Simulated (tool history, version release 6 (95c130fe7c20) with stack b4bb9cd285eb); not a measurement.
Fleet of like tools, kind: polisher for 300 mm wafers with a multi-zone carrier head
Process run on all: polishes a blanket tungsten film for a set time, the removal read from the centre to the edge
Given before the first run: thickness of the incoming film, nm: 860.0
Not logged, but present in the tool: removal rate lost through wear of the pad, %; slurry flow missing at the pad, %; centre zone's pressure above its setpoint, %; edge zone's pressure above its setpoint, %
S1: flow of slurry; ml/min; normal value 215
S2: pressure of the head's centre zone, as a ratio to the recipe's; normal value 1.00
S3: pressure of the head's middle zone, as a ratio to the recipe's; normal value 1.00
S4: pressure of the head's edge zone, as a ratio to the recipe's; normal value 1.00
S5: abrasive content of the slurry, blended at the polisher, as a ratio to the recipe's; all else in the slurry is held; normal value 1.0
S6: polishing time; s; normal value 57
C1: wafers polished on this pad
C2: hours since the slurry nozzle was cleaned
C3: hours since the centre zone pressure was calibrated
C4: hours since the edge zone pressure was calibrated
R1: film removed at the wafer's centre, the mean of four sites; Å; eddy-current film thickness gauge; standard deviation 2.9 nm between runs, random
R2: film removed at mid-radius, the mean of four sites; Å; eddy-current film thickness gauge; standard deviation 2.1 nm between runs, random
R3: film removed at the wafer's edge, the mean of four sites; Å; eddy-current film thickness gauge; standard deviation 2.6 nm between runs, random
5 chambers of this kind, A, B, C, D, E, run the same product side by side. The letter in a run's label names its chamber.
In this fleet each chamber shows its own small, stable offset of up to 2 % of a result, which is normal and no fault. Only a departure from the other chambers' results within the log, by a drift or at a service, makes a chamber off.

| run | hour | S1 | S2 | S3 | S4 | S5 | S6 | C1 | C2 | C3 | C4 | R1 | R2 | R3 |
|---|---|---|---|---|---|---|---|---|---|---|---|---|---|---|
| 1E | 10.1 | 215 | 1.00 | 1.00 | 1.00 | 1.0 | 57 | 169 | 337.1 | 223.2 | 463.6 | 2993.0 | 2976.8 | 2974.7 |
| 2A | 23.8 | 215 | 1.00 | 1.00 | 1.00 | 1.0 | 57 | 318 | 27.9 | 635.6 | 237.4 | 2973.7 | 2921.8 | 2949.4 |
|  | 29.0 | chamber B: worn pad replaced by a new one |
| 3D | 33.1 | 215 | 1.00 | 1.00 | 1.00 | 1.0 | 57 | 962 | 320.9 | 995.7 | 1231.5 | 2952.0 | 2964.9 | 3005.1 |
|  | 38.7 | chamber D: edge zone pressure recalibrated |
| 4C | 46.7 | 215 | 1.00 | 1.00 | 1.00 | 1.0 | 57 | 992 | 81.1 | 567.3 | 312.0 | 2937.9 | 3003.3 | 3014.0 |
| 5B | 53.3 | 215 | 1.00 | 1.00 | 1.00 | 1.0 | 57 | 317 | 76.9 | 1146.9 | 183.2 | 2985.1 | 2939.4 | 2955.5 |
|  | 62.9 | chamber D: worn pad replaced by a new one |
| 6E | 63.7 | 215 | 1.00 | 1.00 | 1.00 | 1.0 | 57 | 868 | 390.7 | 276.8 | 517.2 | 3005.3 | 3017.3 | 2933.7 |
|  | 69.0 | chamber B: centre zone pressure recalibrated |
|  | 74.6 | chamber C: centre zone pressure recalibrated |
|  | 74.9 | chamber C: worn pad replaced by a new one |
| 7A | 76.8 | 215 | 1.00 | 1.00 | 1.00 | 1.0 | 57 | 1009 | 80.9 | 688.6 | 290.4 | 3029.1 | 2973.1 | 3051.2 |
| 8B | 85.6 | 215 | 1.00 | 1.00 | 1.00 | 1.2 | 57 | 738 | 109.2 | 16.7 | 215.5 | 3136.9 | 3078.2 | 3067.6 |
|  | 89.8 | chamber A: worn pad replaced by a new one |
|  | 96.9 | chamber E: worn pad replaced by a new one |
| 9C | 99.7 | 215 | 1.00 | 1.00 | 1.00 | 1.2 | 57 | 324 | 134.1 | 25.2 | 365.0 | 3054.1 | 3143.3 | 3130.0 |
| 10D | 110.3 | 215 | 1.00 | 1.00 | 1.00 | 1.2 | 57 | 619 | 398.1 | 1072.9 | 71.6 | 3155.7 | 3091.4 | 3092.1 |
|  | 116.3 | chamber B: worn pad replaced by a new one |
| 11D | 122.7 | 215 | 1.00 | 1.00 | 1.00 | 1.2 | 57 | 780 | 410.5 | 1085.3 | 84.0 | 3104.3 | 3165.3 | 3110.4 |
| 12C | 130.2 | 215 | 1.00 | 1.00 | 1.00 | 1.2 | 57 | 721 | 164.6 | 55.7 | 395.5 | 3102.4 | 3121.6 | 3093.6 |
|  | 134.0 | chamber A: centre zone pressure recalibrated |
| 13A | 140.7 | 215 | 1.00 | 1.00 | 1.00 | 1.0 | 57 | 664 | 144.8 | 6.7 | 354.3 | 3010.9 | 2946.6 | 3003.3 |
| 14E | 151.9 | 215 | 1.00 | 1.00 | 1.00 | 1.0 | 57 | 717 | 478.9 | 365.0 | 605.4 | 2965.2 | 2987.7 | 2992.3 |
|  | 153.5 | chamber D: worn pad replaced by a new one |
| 15B | 162.2 | 215 | 1.00 | 1.00 | 1.00 | 1.0 | 57 | 598 | 185.8 | 93.3 | 292.1 | 3028.0 | 2963.3 | 2958.2 |
| 16A | 170.9 | 215 | 1.00 | 1.00 | 1.00 | 1.0 | 57 | 1058 | 175.0 | 36.9 | 384.5 | 3008.0 | 2942.9 | 3015.5 |
|  | 174.9 | chamber E: worn pad replaced by a new one |
|  | 182.5 | chamber A: worn pad replaced by a new one |
| 17D | 184.3 | 215 | 1.00 | 1.00 | 1.00 | 1.0 | 57 | 401 | 472.1 | 1146.9 | 145.6 | 2976.6 | 2979.0 | 3014.6 |
|  | 192.6 | chamber C: worn pad replaced by a new one |
| 18B | 192.9 | 215 | 1.00 | 1.00 | 1.00 | 1.0 | 57 | 998 | 216.5 | 124.0 | 322.8 | 2979.7 | 2996.0 | 2978.3 |
| 19E | 201.0 | 215 | 1.00 | 1.00 | 1.00 | 1.0 | 57 | 340 | 528.0 | 414.1 | 654.5 | 2985.2 | 2998.5 | 2985.0 |
|  | 202.5 | chamber B: slurry nozzle cleaned |
| 20C | 209.3 | 215 | 1.00 | 1.00 | 1.00 | 1.0 | 57 | 217 | 243.7 | 134.8 | 474.6 | 2962.3 | 3011.0 | 2997.0 |
|  | 211.1 | chamber B: worn pad replaced by a new one |
| 21A | 216.1 | 215 | 1.00 | 1.00 | 1.00 | 1.0 | 57 | 439 | 220.2 | 82.1 | 429.7 | 2969.0 | 2955.9 | 2944.0 |
| 22B | 223.2 | 215 | 1.00 | 1.00 | 1.00 | 1.0 | 57 | 157 | 20.7 | 154.3 | 353.1 | 2935.0 | 2898.9 | 2968.0 |
| 23C | 233.5 | 215 | 1.00 | 1.00 | 1.00 | 1.0 | 57 | 533 | 267.9 | 159.0 | 498.8 | 3012.2 | 2983.3 | 2984.9 |
| 24D | 243.9 | 215 | 1.00 | 1.06 | 1.00 | 1.0 | 64 | 1178 | 531.7 | 1206.5 | 205.2 | 3334.0 | 3478.0 | 3413.8 |
|  | 252.5 | chamber E: worn pad replaced by a new one |
| 25E | 252.7 | 215 | 1.00 | 1.06 | 1.00 | 1.0 | 64 | 3 | 579.7 | 465.8 | 706.2 | 3345.8 | 3513.5 | 3330.7 |
|  | 258.5 | chamber D: worn pad replaced by a new one |
|  | 259.3 | chamber C: edge zone pressure recalibrated |
| 26B | 260.9 | 215 | 1.00 | 1.06 | 1.00 | 1.0 | 64 | 649 | 58.4 | 192.0 | 390.8 | 3336.5 | 3504.9 | 3316.0 |
| 27E | 274.8 | 215 | 1.00 | 1.06 | 1.00 | 1.0 | 64 | 291 | 601.8 | 487.9 | 728.3 | 3373.2 | 3524.9 | 3338.5 |
|  | 276.0 | chamber A: worn pad replaced by a new one |
| 28D | 284.9 | 215 | 1.00 | 1.06 | 1.00 | 1.0 | 64 | 345 | 572.7 | 1247.5 | 246.2 | 3340.7 | 3545.8 | 3379.0 |
| 29A | 294.7 | 215 | 1.00 | 1.00 | 1.00 | 1.0 | 57 | 244 | 298.8 | 160.7 | 508.3 | 3021.7 | 2936.5 | 2976.8 |
| 30C | 308.2 | 215 | 0.95 | 1.00 | 1.00 | 1.0 | 70 | 1506 | 342.6 | 233.7 | 49.0 | 3457.8 | 3696.4 | 3646.0 |
|  | 308.3 | chamber C: worn pad replaced by a new one |
|  | 310.7 | chamber B: worn pad replaced by a new one |
| 31B | 321.3 | 215 | 0.95 | 1.00 | 1.00 | 1.0 | 70 | 138 | 118.8 | 252.4 | 451.2 | 3520.2 | 3616.8 | 3663.1 |
| 32D | 327.7 | 215 | 0.95 | 1.00 | 1.00 | 1.0 | 70 | 903 | 615.5 | 1290.3 | 289.0 | 3461.5 | 3677.1 | 3667.4 |
|  | 338.0 | chamber E: worn pad replaced by a new one |
| 33C | 340.7 | 215 | 0.95 | 1.00 | 1.00 | 1.0 | 70 | 422 | 375.1 | 266.2 | 81.5 | 3397.5 | 3665.1 | 3626.8 |
| 34E | 349.1 | 215 | 0.95 | 1.00 | 1.00 | 1.0 | 70 | 144 | 676.1 | 562.2 | 802.6 | 3527.4 | 3673.6 | 3664.4 |
|  | 353.2 | chamber A: worn pad replaced by a new one |
| 35A | 355.7 | 215 | 1.00 | 1.00 | 1.00 | 1.0 | 57 | 32 | 359.8 | 221.7 | 569.3 | 3033.2 | 2929.4 | 2987.6 |
|  | 364.2 | chamber D: worn pad replaced by a new one |
| 36A | 366.0 | 215 | 1.00 | 1.00 | 0.94 | 0.8 | 57 | 166 | 370.1 | 232.0 | 579.6 | 2861.8 | 2790.3 | 2761.6 |
| 37E | 375.5 | 215 | 1.00 | 1.00 | 0.94 | 0.8 | 57 | 488 | 702.5 | 588.6 | 829.0 | 2881.3 | 2878.6 | 2736.3 |
| 38B | 385.9 | 215 | 1.00 | 1.00 | 0.94 | 0.8 | 57 | 980 | 183.4 | 317.0 | 515.8 | 2868.5 | 2793.9 | 2725.4 |
| 39D | 396.9 | 215 | 1.00 | 1.00 | 0.94 | 0.8 | 57 | 426 | 684.7 | 1359.5 | 358.2 | 2832.4 | 2823.9 | 2738.1 |
|  | 398.2 | chamber B: worn pad replaced by a new one |
| 40C | 406.6 | 215 | 1.00 | 1.00 | 0.94 | 0.8 | 57 | 1281 | 441.0 | 332.1 | 147.4 | 2846.2 | 2817.6 | 2753.3 |
|  | 409.9 | chamber D: slurry nozzle cleaned |
|  | 416.0 | chamber C: worn pad replaced by a new one |
| 41B | 417.3 | 215 | 1.00 | 1.00 | 1.00 | 1.0 | 57 | 249 | 214.8 | 348.4 | 547.2 | 2982.6 | 2933.4 | 2989.5 |
|  | 424.1 | chamber D: centre zone pressure recalibrated |
|  | 428.6 | chamber E: centre zone pressure recalibrated |
| 42D | 430.0 | 215 | 1.00 | 1.00 | 1.00 | 1.0 | 57 | 858 | 20.2 | 5.9 | 391.3 | 2973.6 | 3002.1 | 2969.0 |
|  | 433.4 | chamber E: worn pad replaced by a new one |
| 43C | 439.9 | 215 | 1.00 | 1.00 | 1.00 | 1.0 | 57 | 311 | 474.3 | 365.4 | 180.7 | 2991.7 | 2961.1 | 3005.8 |
| 44E | 451.4 | 215 | 1.00 | 1.00 | 1.00 | 1.0 | 57 | 235 | 778.4 | 22.8 | 904.9 | 3037.4 | 2935.8 | 3003.8 |

Each of the 5 chambers runs these same settings next. Fill in every chamber's results:
| 45A | 461.8 | 215 | 0.89 | 1.00 | 1.00 | 1.0 | 57 |  |  |  |  | ? | ? | ? |
| 45B | 461.8 | 215 | 0.89 | 1.00 | 1.00 | 1.0 | 57 |  |  |  |  | ? | ? | ? |
| 45C | 461.8 | 215 | 0.89 | 1.00 | 1.00 | 1.0 | 57 |  |  |  |  | ? | ? | ? |
| 45D | 461.8 | 215 | 0.89 | 1.00 | 1.00 | 1.0 | 57 |  |  |  |  | ? | ? | ? |
| 45E | 461.8 | 215 | 0.89 | 1.00 | 1.00 | 1.0 | 57 |  |  |  |  | ? | ? | ? |

| run | R1 | R2 | R3 |
|---|---|---|---|
| 45A | 2649.0 | 2962.4 | 3016.8 |
| 45B | 2584.1 | 2933.5 | 2989.8 |
| 45C | 2628.7 | 3006.1 | 3002.1 |
| 45D | 2621.8 | 2998.7 | 2998.5 |
| 45E | 2632.0 | 3005.0 | 2957.5 |
